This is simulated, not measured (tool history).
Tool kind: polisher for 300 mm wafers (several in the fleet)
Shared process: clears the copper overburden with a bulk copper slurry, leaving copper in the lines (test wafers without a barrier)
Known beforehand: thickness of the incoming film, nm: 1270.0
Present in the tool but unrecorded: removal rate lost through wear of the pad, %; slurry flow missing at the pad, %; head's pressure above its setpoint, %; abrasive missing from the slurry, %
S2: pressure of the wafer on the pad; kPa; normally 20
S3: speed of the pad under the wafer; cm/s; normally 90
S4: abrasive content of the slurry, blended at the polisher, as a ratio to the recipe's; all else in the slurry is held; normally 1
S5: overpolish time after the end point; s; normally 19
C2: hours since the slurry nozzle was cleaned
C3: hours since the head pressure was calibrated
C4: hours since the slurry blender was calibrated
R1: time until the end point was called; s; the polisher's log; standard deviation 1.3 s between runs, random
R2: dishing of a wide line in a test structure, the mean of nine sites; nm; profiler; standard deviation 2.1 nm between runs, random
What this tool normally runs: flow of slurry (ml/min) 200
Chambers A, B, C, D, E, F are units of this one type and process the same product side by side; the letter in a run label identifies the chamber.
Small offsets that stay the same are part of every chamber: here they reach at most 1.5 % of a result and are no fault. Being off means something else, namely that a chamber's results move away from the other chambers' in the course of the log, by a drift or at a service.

-- hour=8.6 chamber F: worn pad replaced by a new one
run 1C hour=15 | flow_of_slurry_(ml/min)=200 S2=20 S3=90 S4=1 S5=19 | wafers_polished_on_this_pad=673 C2=116.8 C3=19.7 C4=59.3 | R1=125.26 R2=87.347
-- hour=29.1 chamber C: worn pad replaced by a new one
run 2F hour=30.4 | flow_of_slurry_(ml/min)=200 S2=20 S3=90 S4=1 S5=19 | wafers_polished_on_this_pad=172 C2=42.9 C3=724.7 C4=92.3 | R1=127.79 R2=90.664
run 3E hour=43.9 | flow_of_slurry_(ml/min)=200 S2=20 S3=90 S4=1 S5=19 | wafers_polished_on_this_pad=855 C2=284.6 C3=1052.9 C4=186.4 | R1=126.5 R2=85.299
-- hour=49.2 chamber E: worn pad replaced by a new one
run 4A hour=53.7 | flow_of_slurry_(ml/min)=200 S2=20 S3=90 S4=1 S5=19 | wafers_polished_on_this_pad=742 C2=207.6 C3=454 C4=176.2 | R1=125.87 R2=91.023
-- hour=57.9 chamber D: worn pad replaced by a new one
run 5B hour=62.7 | flow_of_slurry_(ml/min)=200 S2=20 S3=90 S4=1 S5=13 | wafers_polished_on_this_pad=793 C2=240.3 C3=644.8 C4=266.5 | R1=126.2 R2=72.419
-- hour=63.8 chamber A: worn pad replaced by a new one
run 6D hour=79.2 | flow_of_slurry_(ml/min)=200 S2=20 S3=90 S4=1 S5=13 | wafers_polished_on_this_pad=168 C2=167.8 C3=409 C4=295.4 | R1=127.46 R2=70.378
run 7A hour=94.7 | flow_of_slurry_(ml/min)=200 S2=20 S3=90 S4=1 S5=13 | wafers_polished_on_this_pad=244 C2=248.6 C3=495 C4=217.2 | R1=127.69 R2=66.95
-- hour=99.7 chamber A: slurry blender recalibrated
-- hour=108 chamber B: slurry blender recalibrated
run 8D hour=109.7 | flow_of_slurry_(ml/min)=200 S2=20 S3=90 S4=1 S5=13 | wafers_polished_on_this_pad=409 C2=198.3 C3=439.5 C4=325.9 | R1=127.49 R2=70.306
-- hour=116 chamber B: slurry nozzle cleaned
-- hour=116.7 chamber B: worn pad replaced by a new one
-- hour=122.8 chamber C: worn pad replaced by a new one
run 9B hour=123.7 | flow_of_slurry_(ml/min)=200 S2=20 S3=90 S4=1 S5=13 | wafers_polished_on_this_pad=55 C2=7.8 C3=705.8 C4=15.7 | R1=124.37 R2=70.454
-- hour=126.4 chamber D: slurry blender recalibrated
run 10E hour=133.8 | flow_of_slurry_(ml/min)=200 S2=20 S3=90 S4=1 S5=13 | wafers_polished_on_this_pad=669 C2=374.5 C3=1142.8 C4=276.3 | R1=128.1 R2=69.696
run 11C hour=148.5 | flow_of_slurry_(ml/min)=200 S2=20 S3=90 S4=1 S5=19 | wafers_polished_on_this_pad=203 C2=250.3 C3=153.2 C4=192.8 | R1=125.77 R2=89.182
-- hour=153.9 chamber E: slurry blender recalibrated
run 12F hour=161.3 | flow_of_slurry_(ml/min)=200 S2=20 S3=90 S4=1 S5=19 | wafers_polished_on_this_pad=1207 C2=173.8 C3=855.6 C4=223.2 | R1=125.27 R2=88.442
-- hour=166.1 chamber C: slurry blender recalibrated
run 13B hour=170.6 | flow_of_slurry_(ml/min)=150 S2=15.2 S3=90 S4=1 S5=19 | wafers_polished_on_this_pad=426 C2=54.7 C3=752.7 C4=62.6 | R1=172.29 R2=69.183
-- hour=171.9 chamber A: worn pad replaced by a new one
-- hour=174.9 chamber E: worn pad replaced by a new one
run 14A hour=184.6 | flow_of_slurry_(ml/min)=150 S2=15.2 S3=90 S4=1 S5=19 | wafers_polished_on_this_pad=101 C2=338.5 C3=584.9 C4=85 | R1=176.64 R2=69.205
-- hour=196.4 chamber F: worn pad replaced by a new one
run 15C hour=196.8 | flow_of_slurry_(ml/min)=150 S2=15.2 S3=90 S4=1 S5=19 | wafers_polished_on_this_pad=585 C2=298.6 C3=201.5 C4=30.8 | R1=173.88 R2=73.517
-- hour=201.7 chamber D: worn pad replaced by a new one
run 16D hour=213.4 | flow_of_slurry_(ml/min)=150 S2=15.2 S3=90 S4=1 S5=19 | wafers_polished_on_this_pad=93 C2=302 C3=543.2 C4=87 | R1=174.36 R2=69.044
run 17E hour=223.5 | flow_of_slurry_(ml/min)=150 S2=15.2 S3=90 S4=1 S5=19 | wafers_polished_on_this_pad=384 C2=464.2 C3=1232.5 C4=69.6 | R1=175.21 R2=69.367
-- hour=224 chamber C: worn pad replaced by a new one
run 18F hour=238.6 | flow_of_slurry_(ml/min)=150 S2=15.2 S3=90 S4=1 S5=19 | wafers_polished_on_this_pad=333 C2=251.1 C3=932.9 C4=300.5 | R1=169.96 R2=72.841
run 19D hour=250.6 | flow_of_slurry_(ml/min)=200 S2=20 S3=90 S4=1 S5=19 | wafers_polished_on_this_pad=387 C2=339.2 C3=580.4 C4=124.2 | R1=128.34 R2=86.385
run 20F hour=258.9 | flow_of_slurry_(ml/min)=200 S2=20 S3=90 S4=1 S5=19 | wafers_polished_on_this_pad=494 C2=271.4 C3=953.2 C4=320.8 | R1=124.44 R2=87.649
run 21C hour=269.8 | flow_of_slurry_(ml/min)=200 S2=20 S3=90 S4=1 S5=19 | wafers_polished_on_this_pad=362 C2=371.6 C3=274.5 C4=103.8 | R1=123.7 R2=89.993
-- hour=270.4 chamber A: worn pad replaced by a new one
run 22E hour=279.1 | flow_of_slurry_(ml/min)=200 S2=20 S3=90 S4=1 S5=19 | wafers_polished_on_this_pad=823 C2=519.8 C3=1288.1 C4=125.2 | R1=127.89 R2=86.795
-- hour=286.6 chamber F: slurry nozzle cleaned
-- hour=289.1 chamber A: slurry blender recalibrated
run 23B hour=291.4 | flow_of_slurry_(ml/min)=130 S2=20 S3=90 S4=1 S5=19 | wafers_polished_on_this_pad=1380 C2=175.5 C3=873.5 C4=183.4 | R1=133.29 R2=87.179
-- hour=293.3 chamber B: worn pad replaced by a new one
run 24A hour=301 | flow_of_slurry_(ml/min)=130 S2=20 S3=90 S4=1 S5=19 | wafers_polished_on_this_pad=242 C2=454.9 C3=701.3 C4=11.9 | R1=143.65 R2=80.508
-- hour=303.3 chamber E: worn pad replaced by a new one
run 25B hour=311.5 | flow_of_slurry_(ml/min)=130 S2=20 S3=90 S4=1 S5=19 | wafers_polished_on_this_pad=143 C2=195.6 C3=893.6 C4=203.5 | R1=134.95 R2=88.159
-- hour=319 chamber C: worn pad replaced by a new one
run 26F hour=324.8 | flow_of_slurry_(ml/min)=130 S2=20 S3=90 S4=1 S5=19 | wafers_polished_on_this_pad=1015 C2=38.3 C3=1019.1 C4=386.7 | R1=132.96 R2=84.991
-- hour=329.9 chamber D: worn pad replaced by a new one
run 27D hour=337.1 | flow_of_slurry_(ml/min)=130 S2=20 S3=90 S4=1 S5=19 | wafers_polished_on_this_pad=57 C2=425.7 C3=666.9 C4=210.7 | R1=136.26 R2=85.501
-- hour=344.5 chamber B: head pressure recalibrated
-- hour=346.7 chamber E: slurry nozzle cleaned
-- hour=349.2 chamber F: worn pad replaced by a new one
run 28E hour=349.6 | flow_of_slurry_(ml/min)=130 S2=20 S3=90 S4=1 S5=19 | wafers_polished_on_this_pad=365 C2=3 C3=1358.6 C4=195.7 | R1=134.48 R2=82.387
run 29C hour=358.8 | flow_of_slurry_(ml/min)=200 S2=20 S3=90 S4=0.75 S5=19 | wafers_polished_on_this_pad=314 C2=460.6 C3=363.5 C4=192.8 | R1=134.12 R2=85.879
run 30A hour=366 | flow_of_slurry_(ml/min)=200 S2=20 S3=90 S4=0.75 S5=19 | wafers_polished_on_this_pad=755 C2=519.9 C3=766.3 C4=76.9 | R1=138.5 R2=81.702
-- hour=376.9 chamber A: worn pad replaced by a new one
-- hour=379.1 chamber B: slurry blender recalibrated
run 31B hour=382 | flow_of_slurry_(ml/min)=200 S2=20 S3=90 S4=0.75 S5=19 | wafers_polished_on_this_pad=701 C2=266.1 C3=37.6 C4=2.9 | R1=133.54 R2=87.338
-- hour=388.8 chamber C: slurry blender recalibrated
run 32F hour=392.5 | flow_of_slurry_(ml/min)=200 S2=20 S3=90 S4=0.75 S5=19 | wafers_polished_on_this_pad=342 C2=106 C3=1086.8 C4=454.4 | R1=134.32 R2=89.191
run 33E hour=404.4 | flow_of_slurry_(ml/min)=200 S2=20 S3=90 S4=0.75 S5=19 | wafers_polished_on_this_pad=799 C2=57.8 C3=1413.4 C4=250.5 | R1=133.65 R2=85.872
-- hour=408.2 chamber C: worn pad replaced by a new one
-- hour=411 chamber E: worn pad replaced by a new one
run 34D hour=417.9 | flow_of_slurry_(ml/min)=200 S2=20 S3=90 S4=0.75 S5=19 | wafers_polished_on_this_pad=695 C2=506.5 C3=747.7 C4=291.5 | R1=136.8 R2=85.01
-- hour=420.4 chamber F: slurry blender recalibrated
run 35A hour=426 | flow_of_slurry_(ml/min)=200 S2=20 S3=90 S4=1 S5=19 | wafers_polished_on_this_pad=388 C2=579.9 C3=826.3 C4=136.9 | R1=133.35 R2=84.277
run 36C hour=441.2 | flow_of_slurry_(ml/min)=200 S2=20 S3=90 S4=1 S5=19 | wafers_polished_on_this_pad=261 C2=543 C3=445.9 C4=52.5 | R1=125.82 R2=91.309
-- hour=443.2 chamber E: slurry blender recalibrated
-- hour=447.2 chamber B: slurry nozzle cleaned
run 37C hour=452.7 | flow_of_slurry_(ml/min)=200 S2=20 S3=90 S4=1 S5=19 | wafers_polished_on_this_pad=352 C2=554.5 C3=457.4 C4=64 | R1=126.27 R2=90.699
-- hour=453.9 chamber B: worn pad replaced by a new one
run 38B hour=461.8 | flow_of_slurry_(ml/min)=200 S2=20 S3=90 S4=1 S5=19 | wafers_polished_on_this_pad=63 C2=14.6 C3=117.4 C4=82.7 | R1=124.94 R2=94.682
run 39A hour=469.6 | flow_of_slurry_(ml/min)=200 S2=20 S3=90 S4=1 S5=19 | wafers_polished_on_this_pad=732 C2=623.5 C3=869.9 C4=180.5 | R1=136.03 R2=84.202
run 40F hour=483.2 | flow_of_slurry_(ml/min)=200 S2=20 S3=90 S4=1 S5=19 | wafers_polished_on_this_pad=1059 C2=196.7 C3=1177.5 C4=62.9 | R1=126.17 R2=90.026
run 41E hour=498.2 | flow_of_slurry_(ml/min)=200 S2=20 S3=90 S4=1 S5=19 | wafers_polished_on_this_pad=689 C2=151.6 C3=1507.2 C4=55.1 | R1=127.24 R2=87.277

Which is it: a chamber that has drifted or been left off by a service, a gauge drift common to all chambers, or only each chamber's usual small offset? If a chamber is off, name it and its likeliest cause.

Chamber A drifts away from the others.
Cause: slurry flow missing at the pad, % = 39.1.
The log may not separate it from: head's pressure below its setpoint, %.

Below are 4 candidate recipes for chamber A's next run, each the usual settings with a change, their results shown as question marks. Which of them brings A's results back in line with what the other chambers give on the usual settings?
In line here means within this much of the mean the other chambers give on the usual settings: R1 4.6 s; R2 7.3 nm
run 42A-1 hour=510.1 | flow_of_slurry_(ml/min)=200 S2=20 S3=88 S4=1 S5=19 | R1=? R2=?
run 42A-2 hour=510.1 | flow_of_slurry_(ml/min)=200 S2=20 S3=92 S4=1 S5=19 | R1=? R2=?
run 42A-3 hour=510.1 | flow_of_slurry_(ml/min)=200 S2=20.7 S3=94 S4=1 S5=19 | R1=? R2=?
run 42A-4 hour=510.1 | flow_of_slurry_(ml/min)=200 S2=19.3 S3=86 S4=1 S5=19 | R1=? R2=?

Mean of the other chambers on the usual settings: R1 126.15 s; R2 88.051 nm
run=42A-1 R1=139.54 R2=82.708
run=42A-2 R1=133.51 R2=84.725
run=42A-3 R1=126.36 R2=87.617
run=42A-4 R1=147.82 R2=79.722
The right change is 42A-3: it brings the chamber back within the allowed miss of the others.

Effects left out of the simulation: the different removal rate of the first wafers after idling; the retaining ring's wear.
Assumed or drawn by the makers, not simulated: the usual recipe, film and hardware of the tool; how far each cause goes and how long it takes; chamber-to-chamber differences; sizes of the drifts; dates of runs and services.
